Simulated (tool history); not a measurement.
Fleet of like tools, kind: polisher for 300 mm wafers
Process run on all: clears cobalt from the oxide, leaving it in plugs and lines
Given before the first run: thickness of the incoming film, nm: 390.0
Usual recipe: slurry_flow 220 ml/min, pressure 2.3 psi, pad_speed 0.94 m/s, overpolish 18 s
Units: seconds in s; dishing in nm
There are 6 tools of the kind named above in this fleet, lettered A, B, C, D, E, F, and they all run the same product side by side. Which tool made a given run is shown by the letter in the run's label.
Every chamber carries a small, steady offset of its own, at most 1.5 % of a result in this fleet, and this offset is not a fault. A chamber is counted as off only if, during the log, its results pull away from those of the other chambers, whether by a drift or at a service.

run     day  slurry_flow  pressure  pad_speed  overpolish  wafers polished on this pad  hours since the slurry nozzle was cleaned  hours since the head pressure was calibrated  seconds  dishing
 1E   0.238          220       2.3       0.94          18                          448                                      438.8                                         512.3   63.306   44.719
      0.404  -- chamber C: slurry nozzle cleaned
      0.575  -- chamber D: worn pad replaced by a new one
 2F   0.633          220       2.3       0.94          18                          536                                      663.1                                         243.6   62.491   43.759
 3C   0.879          220       2.3       0.94          18                          297                                       11.5                                         514.4   62.237   43.026
      1.275  -- chamber E: worn pad replaced by a new one
 4B   1.421          220       2.3       0.94          18                          562                                      260.6                                        1037.5   62.394   43.369
 5A   1.804          220       2.3       0.94          18                         1342                                      100.8                                          58.6   62.211   43.028
       2.05  -- chamber A: worn pad replaced by a new one
 6D   2.138          220       2.3       0.94          18                          338                                      258.9                                          87.6   62.789   44.011
       2.35  -- chamber B: worn pad replaced by a new one
 7F   2.496          220       2.3       0.94          18                          940                                      707.8                                         288.3   63.598   44.853
      2.642  -- chamber D: slurry nozzle cleaned
 8D   2.946          220       2.9       0.94          21                          513                                        7.3                                           107    48.66   47.631
 9B    3.35          220       2.9       0.94          21                          217                                      306.9                                        1083.8   48.945   46.767
10A     3.6          220       2.9       0.94          21                          335                                      143.9                                         101.7   49.341   47.601
      3.717  -- chamber C: worn pad replaced by a new one
      3.812  -- chamber F: worn pad replaced by a new one
      3.908  -- chamber E: worn pad replaced by a new one
11C   4.038          220       2.9       0.94          21                           70                                       87.3                                         590.2    49.64   45.431
12E   4.471          220       2.9       0.94          21                          122                                      540.4                                         613.9   49.877   45.719
13F   4.992          220       2.9       0.94          21                          256                                      767.7                                         348.2   49.035    46.09
14B   5.417          220       2.3       0.94          18                          664                                      356.5                                        1133.4   63.263   44.063
      5.558  -- chamber D: worn pad replaced by a new one
15D   5.733          220       2.3       0.94          18                           38                                       74.2                                         173.9   62.868   42.894
16A    6.25          220       2.3       0.94          18                          910                                      207.5                                         165.3   61.741   42.997
      6.562  -- chamber B: worn pad replaced by a new one
17E   6.683          220       2.3       0.94          18                          601                                      593.5                                           667   63.047   44.676
      6.942  -- chamber E: worn pad replaced by a new one
18C   7.162          220       2.3       0.94          18                          747                                      162.3                                         665.2   62.953       43
      7.308  -- chamber F: head pressure recalibrated
19B     7.7          220       2.3       0.94          18                          246                                      411.3                                        1188.2   61.951   43.202
      7.775  -- chamber A: worn pad replaced by a new one
20A   8.096          220       2.3       0.94          18                           70                                      251.8                                         209.6   60.988   45.186
      8.433  -- chamber F: slurry nozzle cleaned
21C   8.508          220       2.3       0.94          18                         1038                                      194.6                                         697.5   62.407   42.492
      8.888  -- chamber C: worn pad replaced by a new one
22D   8.933          220       1.8       0.94          14                          731                                        151                                         250.7   80.007   35.688
      9.262  -- chamber C: slurry nozzle cleaned
23F   9.275          220       1.8       0.94          14                         1184                                       20.2                                          47.2   73.122   36.782
      9.312  -- chamber F: worn pad replaced by a new one
      9.696  -- chamber E: worn pad replaced by a new one
24E   9.721          220       1.8       0.94          14                            5                                      666.4                                         739.9   81.182   37.474
      9.738  -- chamber D: worn pad replaced by a new one
25C  10.217          220       1.8       0.94          14                          288                                         23                                         738.5   79.885   36.088
26A  10.521          220       1.8       0.94          14                          595                                        310                                         267.8   78.204   35.701
     10.538  -- chamber B: worn pad replaced by a new one
     10.808  -- chamber A: slurry nozzle cleaned
27F  10.838          220       1.8       0.94          14                          330                                       57.7                                          84.7   73.448   36.688
28E  11.321          220       2.3       0.94          18                          352                                      704.8                                         778.3   63.943   44.054
     11.554  -- chamber B: head pressure recalibrated
29B   11.65          220       2.3       0.94          18                          241                                      506.1                                           2.4   60.938   43.923
30D  12.046          220       2.3       0.94          18                          500                                      225.7                                         325.4   61.327   43.591
     12.312  -- chamber E: worn pad replaced by a new one
31C  12.504          220       2.3       0.94          18                          784                                       77.9                                         793.4   62.408   42.789
     12.858  -- chamber B: slurry nozzle cleaned
32A  12.929          220       2.3       0.94          18                         1117                                         51                                         325.6    61.41   45.491
     13.221  -- chamber C: worn pad replaced by a new one
33E  13.458          220       2.3       0.94          18                          248                                      756.1                                         829.6   62.951   44.567
     13.792  -- chamber D: worn pad replaced by a new one
34B  13.804          220       2.3       0.94          18                          708                                       22.7                                          54.1   62.098   45.284
     14.162  -- chamber F: worn pad replaced by a new one
35D  14.179          220       2.3       0.94          18                           84                                      276.9                                         376.6   60.438   43.348
36F  14.638          285         3       0.94          18                          103                                      148.9                                         175.9   42.837   44.621
37C  14.912          285         3       0.94          18                          366                                      135.7                                         851.2   46.362   45.777
38D  15.192          285         3       0.94          18                          303                                      301.2                                         400.9   47.011   46.274

Does one chamber stand apart from the rest, does the shared gauge drift, or is all well apart from small per-chamber offsets? Give the chamber and the most likely cause, where there is one.

A service left chamber F off against the others.
Likeliest cause: head's pressure above its setpoint, % = 10.2.

Which of the 4 candidates below, each the usual settings with something changed and its results left as question marks, puts chamber F back in line with what the other chambers give on the usual settings?
A result is in line if it is within this distance of the other chambers' mean on the usual settings: seconds 2.9 s; dishing 3.3 nm
39F-1  15.579          220       2.1       0.86          18                                                                                                                              ?        ?
39F-2  15.579          220       2.2        0.9          18                                                                                                                              ?        ?
39F-3  15.579          220       2.5       1.02          18                                                                                                                              ?        ?
39F-4  15.579          220       2.4       0.98          18                                                                                                                              ?        ?

Other chambers, usual settings, mean: seconds 62.455 s; dishing 43.449 nm
  run  seconds  dishing
39F-1   68.966   42.894
39F-2   62.908   43.922
39F-3   48.852   46.097
39F-4   52.963   45.507
39F-2 puts the chamber back in line with the other chambers.

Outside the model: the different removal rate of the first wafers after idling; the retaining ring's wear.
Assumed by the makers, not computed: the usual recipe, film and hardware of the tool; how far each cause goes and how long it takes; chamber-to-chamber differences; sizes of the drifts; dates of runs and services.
